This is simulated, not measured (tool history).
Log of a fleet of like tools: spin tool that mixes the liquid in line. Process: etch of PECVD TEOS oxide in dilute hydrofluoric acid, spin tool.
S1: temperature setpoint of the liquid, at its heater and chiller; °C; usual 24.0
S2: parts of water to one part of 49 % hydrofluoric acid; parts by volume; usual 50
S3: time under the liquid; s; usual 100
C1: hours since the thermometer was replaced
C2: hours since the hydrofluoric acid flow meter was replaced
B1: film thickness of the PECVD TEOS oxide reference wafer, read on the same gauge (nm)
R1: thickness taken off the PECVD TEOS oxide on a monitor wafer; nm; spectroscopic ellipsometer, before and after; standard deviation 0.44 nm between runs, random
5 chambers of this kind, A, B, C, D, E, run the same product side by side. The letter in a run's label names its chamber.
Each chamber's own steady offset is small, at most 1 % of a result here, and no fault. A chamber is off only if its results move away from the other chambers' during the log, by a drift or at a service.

{"run": "1D", "hour": 4.8, "S1": 24.0, "S2": 50, "S3": 100, "C1": 1062.9, "C2": 571.6, "B1": 100.01, "R1": 44.916}
{"run": "2C", "hour": 9.4, "S1": 24.0, "S2": 50, "S3": 100, "C1": 3217.3, "C2": 43.6, "B1": 99.98, "R1": 45.01}
{"run": "3E", "hour": 15.0, "S1": 24.0, "S2": 50, "S3": 100, "C1": 1326.9, "C2": 724.1, "B1": 99.987, "R1": 46.014}
{"run": "4B", "hour": 19.4, "S1": 24.0, "S2": 50, "S3": 100, "C1": 526.5, "C2": 686.0, "B1": 100.0, "R1": 45.35}
{"run": "5A", "hour": 24.3, "S1": 24.0, "S2": 50, "S3": 130, "C1": 261.6, "C2": 52.7, "B1": 99.977, "R1": 58.06}
{"run": "6E", "hour": 29.6, "S1": 24.0, "S2": 50, "S3": 130, "C1": 1341.5, "C2": 738.7, "B1": 99.975, "R1": 58.4}
{"run": "7C", "hour": 35.7, "S1": 24.0, "S2": 50, "S3": 130, "C1": 3243.6, "C2": 69.9, "B1": 99.989, "R1": 58.716}
{"run": "8D", "hour": 39.9, "S1": 24.0, "S2": 50, "S3": 130, "C1": 1098.0, "C2": 606.7, "B1": 99.975, "R1": 58.254}
{"run": "9A", "hour": 48.9, "S1": 24.0, "S2": 50, "S3": 130, "C1": 286.2, "C2": 77.3, "B1": 99.976, "R1": 59.349}
{"run": "10B", "hour": 54.5, "S1": 27.5, "S2": 25, "S3": 100, "C1": 561.6, "C2": 721.1, "B1": 100.04, "R1": 110.65}
{"run": "11E", "hour": 58.6, "S1": 27.5, "S2": 25, "S3": 100, "C1": 1370.5, "C2": 767.7, "B1": 100.01, "R1": 111.5}
{"run": "12B", "hour": 65.2, "S1": 27.5, "S2": 25, "S3": 100, "C1": 572.3, "C2": 731.8, "B1": 99.997, "R1": 108.66}
{"run": "13C", "hour": 71.2, "S1": 27.5, "S2": 25, "S3": 100, "C1": 3279.1, "C2": 105.4, "B1": 99.952, "R1": 106.63}
{"run": "14A", "hour": 76.1, "S1": 27.5, "S2": 25, "S3": 100, "C1": 313.4, "C2": 104.5, "B1": 99.983, "R1": 108.53}
{"run": "15D", "hour": 80.1, "S1": 24.0, "S2": 50, "S3": 120, "C1": 1138.2, "C2": 646.9, "B1": 99.977, "R1": 54.025}
{"run": "16C", "hour": 89.2, "S1": 24.0, "S2": 50, "S3": 120, "C1": 3297.1, "C2": 123.4, "B1": 99.994, "R1": 53.931}
{"run": "17B", "hour": 96.3, "S1": 24.0, "S2": 50, "S3": 120, "C1": 603.4, "C2": 762.9, "B1": 100.0, "R1": 55.048}
{"run": "18A", "hour": 101.1, "S1": 24.0, "S2": 50, "S3": 120, "C1": 338.4, "C2": 129.5, "B1": 99.973, "R1": 54.421}
{"run": "19E", "hour": 107.8, "S1": 24.0, "S2": 50, "S3": 120, "C1": 1419.7, "C2": 816.9, "B1": 100.03, "R1": 54.297}
{"run": "20D", "hour": 113.0, "S1": 24.0, "S2": 50, "S3": 100, "C1": 1171.1, "C2": 679.8, "B1": 100.03, "R1": 46.631}
{"run": "21C", "hour": 121.6, "S1": 24.0, "S2": 50, "S3": 100, "C1": 3329.5, "C2": 155.8, "B1": 100.05, "R1": 44.263}
{"run": "22E", "hour": 125.9, "S1": 24.0, "S2": 50, "S3": 100, "C1": 1437.8, "C2": 835.0, "B1": 100.02, "R1": 46.136}
{"run": "23D", "hour": 131.9, "S1": 24.0, "S2": 50, "S3": 100, "C1": 1190.0, "C2": 698.7, "B1": 100.01, "R1": 46.152}
{"run": "24B", "hour": 137.7, "S1": 24.0, "S2": 50, "S3": 100, "C1": 644.8, "C2": 804.3, "B1": 99.979, "R1": 45.255}
{"hour": 139.4, "done": "chamber C: thermometer replaced"}
{"run": "25A", "hour": 143.1, "S1": 24.0, "S2": 50, "S3": 100, "C1": 380.4, "C2": 171.5, "B1": 99.974, "R1": 45.404}
{"run": "26B", "hour": 148.6, "S1": 24.0, "S2": 50, "S3": 100, "C1": 655.7, "C2": 815.2, "B1": 99.997, "R1": 45.492}
{"hour": 153.0, "done": "chamber B: thermometer replaced"}
{"run": "27D", "hour": 153.7, "S1": 24.0, "S2": 50, "S3": 100, "C1": 1211.8, "C2": 720.5, "B1": 100.03, "R1": 45.949}
{"run": "28A", "hour": 161.3, "S1": 24.0, "S2": 70, "S3": 100, "C1": 398.6, "C2": 189.7, "B1": 99.973, "R1": 31.403}
{"run": "29C", "hour": 166.9, "S1": 24.0, "S2": 70, "S3": 100, "C1": 27.5, "C2": 201.1, "B1": 99.978, "R1": 31.534}
{"run": "30E", "hour": 175.6, "S1": 24.0, "S2": 70, "S3": 100, "C1": 1487.5, "C2": 884.7, "B1": 99.985, "R1": 31.799}
{"run": "31D", "hour": 183.9, "S1": 24.0, "S2": 70, "S3": 100, "C1": 1242.0, "C2": 750.7, "B1": 100.0, "R1": 33.399}
{"run": "32B", "hour": 188.3, "S1": 24.0, "S2": 70, "S3": 100, "C1": 35.4, "C2": 854.9, "B1": 99.986, "R1": 32.032}
{"run": "33A", "hour": 193.1, "S1": 24.0, "S2": 50, "S3": 100, "C1": 430.4, "C2": 221.5, "B1": 99.986, "R1": 45.024}

All 5 chambers run these settings next. Forecast each chamber's results:
{"run": "34A", "hour": 199.6, "S1": 28.0, "S2": 50, "S3": 100, "R1": "?"}
{"run": "34B", "hour": 199.6, "S1": 28.0, "S2": 50, "S3": 100, "R1": "?"}
{"run": "34C", "hour": 199.6, "S1": 28.0, "S2": 50, "S3": 100, "R1": "?"}
{"run": "34D", "hour": 199.6, "S1": 28.0, "S2": 50, "S3": 100, "R1": "?"}
{"run": "34E", "hour": 199.6, "S1": 28.0, "S2": 50, "S3": 100, "R1": "?"}

run=34A R1=53.019
run=34B R1=53.985
run=34C R1=52.610
run=34D R1=55.945
run=34E R1=53.209
